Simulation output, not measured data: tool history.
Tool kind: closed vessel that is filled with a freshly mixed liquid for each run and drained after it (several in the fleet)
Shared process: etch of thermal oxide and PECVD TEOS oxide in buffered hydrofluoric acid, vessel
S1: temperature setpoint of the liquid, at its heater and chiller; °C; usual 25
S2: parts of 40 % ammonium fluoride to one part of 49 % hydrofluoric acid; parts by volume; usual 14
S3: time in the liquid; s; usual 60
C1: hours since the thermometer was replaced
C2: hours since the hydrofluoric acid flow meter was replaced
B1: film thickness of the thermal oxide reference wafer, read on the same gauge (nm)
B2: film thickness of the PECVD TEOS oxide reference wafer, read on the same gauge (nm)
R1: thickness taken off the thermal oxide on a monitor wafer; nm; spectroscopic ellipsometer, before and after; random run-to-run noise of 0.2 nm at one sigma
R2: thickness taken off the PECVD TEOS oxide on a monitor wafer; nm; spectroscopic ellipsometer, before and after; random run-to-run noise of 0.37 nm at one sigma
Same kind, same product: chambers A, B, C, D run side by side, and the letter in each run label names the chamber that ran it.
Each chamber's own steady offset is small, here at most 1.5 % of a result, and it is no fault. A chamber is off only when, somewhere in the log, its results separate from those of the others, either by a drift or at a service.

run 1A hour=4.6 | S1=25 S2=14 S3=60 | C1=1144.7 C2=998.5 | B1=90.009 B2=49.986 | R1=51.766 R2=58.576
run 2C hour=10.4 | S1=25 S2=14 S3=60 | C1=1238.9 C2=1157.7 | B1=90.01 B2=50.024 | R1=50.89 R2=59.382
run 3D hour=14.9 | S1=25 S2=14 S3=60 | C1=1476.8 C2=672.9 | B1=89.995 B2=50.024 | R1=51.206 R2=58.479
run 4B hour=21.9 | S1=25 S2=14 S3=60 | C1=1349.9 C2=211 | B1=90.005 B2=50.015 | R1=51.453 R2=59.193
run 5C hour=30.2 | S1=25 S2=14 S3=60 | C1=1258.7 C2=1177.5 | B1=89.999 B2=49.994 | R1=50.643 R2=59.483
run 6B hour=36.2 | S1=25 S2=14 S3=30 | C1=1364.2 C2=225.3 | B1=89.994 B2=50.04 | R1=25.704 R2=29.893
run 7D hour=43.6 | S1=25 S2=14 S3=30 | C1=1505.5 C2=701.6 | B1=90.008 B2=49.991 | R1=25.555 R2=30.009
run 8A hour=51.4 | S1=25 S2=14 S3=30 | C1=1191.5 C2=1045.3 | B1=89.985 B2=50.006 | R1=25.931 R2=29.311
run 9D hour=56 | S1=25 S2=14 S3=30 | C1=1517.9 C2=714 | B1=90.012 B2=50.049 | R1=25.796 R2=29.903
run 10C hour=62 | S1=25 S2=14 S3=60 | C1=1290.5 C2=1209.3 | B1=89.996 B2=49.965 | R1=50.744 R2=60.191
run 11A hour=65.9 | S1=25 S2=14 S3=60 | C1=1206 C2=1059.8 | B1=89.998 B2=50.002 | R1=51.601 R2=58.802
run 12B hour=70.1 | S1=25 S2=14 S3=60 | C1=1398.1 C2=259.2 | B1=89.993 B2=49.999 | R1=51.138 R2=60.092
run 13A hour=74.7 | S1=25 S2=14 S3=60 | C1=1214.8 C2=1068.6 | B1=89.999 B2=50.008 | R1=51.799 R2=58.39
run 14D hour=81.6 | S1=25 S2=14 S3=60 | C1=1543.5 C2=739.6 | B1=90.006 B2=49.999 | R1=51.037 R2=59.063
run 15B hour=85.4 | S1=25 S2=14 S3=60 | C1=1413.4 C2=274.5 | B1=89.979 B2=49.967 | R1=50.971 R2=60.218
run 16C hour=90.2 | S1=25 S2=14 S3=60 | C1=1318.7 C2=1237.5 | B1=90.005 B2=50.004 | R1=50.4 R2=59.573
run 17B hour=96.8 | S1=25 S2=14 S3=60 | C1=1424.8 C2=285.9 | B1=89.968 B2=49.992 | R1=51.472 R2=59.013
run 18A hour=100.9 | S1=25 S2=14 S3=60 | C1=1241 C2=1094.8 | B1=90.005 B2=50.032 | R1=51.847 R2=58.581
run 19C hour=109.1 | S1=25 S2=14 S3=60 | C1=1337.6 C2=1256.4 | B1=89.984 B2=50.006 | R1=50.762 R2=59.613
run 20D hour=115.3 | S1=25 S2=14 S3=60 | C1=1577.2 C2=773.3 | B1=90.002 B2=50.018 | R1=51.172 R2=59.806
run 21A hour=123.2 | S1=25 S2=14 S3=60 | C1=1263.3 C2=1117.1 | B1=89.978 B2=50.025 | R1=51.943 R2=58.903
run 22D hour=128 | S1=25 S2=14 S3=60 | C1=1589.9 C2=786 | B1=90.011 B2=49.993 | R1=51.185 R2=59.129
run 23B hour=133.8 | S1=25 S2=14 S3=60 | C1=1461.8 C2=322.9 | B1=89.987 B2=49.996 | R1=51.468 R2=60.203
run 24C hour=141.5 | S1=25 S2=14 S3=60 | C1=1370 C2=1288.8 | B1=90.002 B2=49.991 | R1=51.158 R2=59.15
run 25A hour=145.8 | S1=25 S2=14 S3=60 | C1=1285.9 C2=1139.7 | B1=89.994 B2=49.943 | R1=51.779 R2=58.036
run 26B hour=149.6 | S1=25 S2=14 S3=60 | C1=1477.6 C2=338.7 | B1=89.988 B2=49.979 | R1=51.398 R2=60.125
run 27C hour=157.3 | S1=20.5 S2=17 S3=60 | C1=1385.8 C2=1304.6 | B1=90.003 B2=49.979 | R1=32.669 R2=38.636
run 28D hour=163.4 | S1=20.5 S2=17 S3=60 | C1=1625.3 C2=821.4 | B1=89.988 B2=50.027 | R1=33.196 R2=38.032
run 29C hour=169.2 | S1=20.5 S2=17 S3=60 | C1=1397.7 C2=1316.5 | B1=90.01 B2=49.997 | R1=32.837 R2=38.454
run 30B hour=175.4 | S1=20.5 S2=17 S3=60 | C1=1503.4 C2=364.5 | B1=90.011 B2=49.999 | R1=33.21 R2=38.72
run 31A hour=181.3 | S1=27 S2=14 S3=35 | C1=1321.4 C2=1175.2 | B1=89.985 B2=50.039 | R1=33.919 R2=38.18
run 32D hour=185.3 | S1=27 S2=14 S3=35 | C1=1647.2 C2=843.3 | B1=90.02 B2=49.974 | R1=33.159 R2=38.775
run 33A hour=191.1 | S1=27 S2=14 S3=35 | C1=1331.2 C2=1185 | B1=90.019 B2=50.024 | R1=33.65 R2=38.478
run 34D hour=198 | S1=27 S2=14 S3=35 | C1=1659.9 C2=856 | B1=90.008 B2=50.029 | R1=33.275 R2=37.934
run 35C hour=203.6 | S1=25 S2=14 S3=60 | C1=1432.1 C2=1350.9 | B1=90.007 B2=50.011 | R1=50.931 R2=60.164
run 36B hour=210.6 | S1=25 S2=14 S3=60 | C1=1538.6 C2=399.7 | B1=89.995 B2=50.025 | R1=51.438 R2=59.964
run 37D hour=217.1 | S1=25 S2=14 S3=60 | C1=1679 C2=875.1 | B1=89.99 B2=50.049 | R1=51.341 R2=59.335
run 38A hour=222.2 | S1=25 S2=14 S3=60 | C1=1362.3 C2=1216.1 | B1=89.991 B2=49.97 | R1=51.819 R2=58.297
run 39C hour=228.3 | S1=25 S2=14 S3=60 | C1=1456.8 C2=1375.6 | B1=90.006 B2=50.036 | R1=50.957 R2=59.374
run 40B hour=236.7 | S1=25 S2=14 S3=60 | C1=1564.7 C2=425.8 | B1=89.974 B2=49.973 | R1=51.414 R2=60.197
run 41B hour=241.1 | S1=25 S2=14 S3=60 | C1=1569.1 C2=430.2 | B1=90.01 B2=49.979 | R1=51.467 R2=59.733
run 42C hour=248.7 | S1=25 S2=14 S3=60 | C1=1477.2 C2=1396 | B1=90.007 B2=49.975 | R1=51.115 R2=59.319
run 43A hour=254.1 | S1=25 S2=14 S3=60 | C1=1394.2 C2=1248 | B1=90.009 B2=49.968 | R1=51.795 R2=58.868
run 44D hour=262.6 | S1=25 S2=14 S3=60 | C1=1724.5 C2=920.6 | B1=90.004 B2=49.999 | R1=51.378 R2=59.372

Read the log: is a single chamber off, either drifting away or since a service, is the gauge that measures every chamber drifting, or is nothing wrong beyond small per-chamber offsets? Name any odd chamber and what most likely caused it.

No chamber stands off beyond its own small offset, and the gauge holds steady.

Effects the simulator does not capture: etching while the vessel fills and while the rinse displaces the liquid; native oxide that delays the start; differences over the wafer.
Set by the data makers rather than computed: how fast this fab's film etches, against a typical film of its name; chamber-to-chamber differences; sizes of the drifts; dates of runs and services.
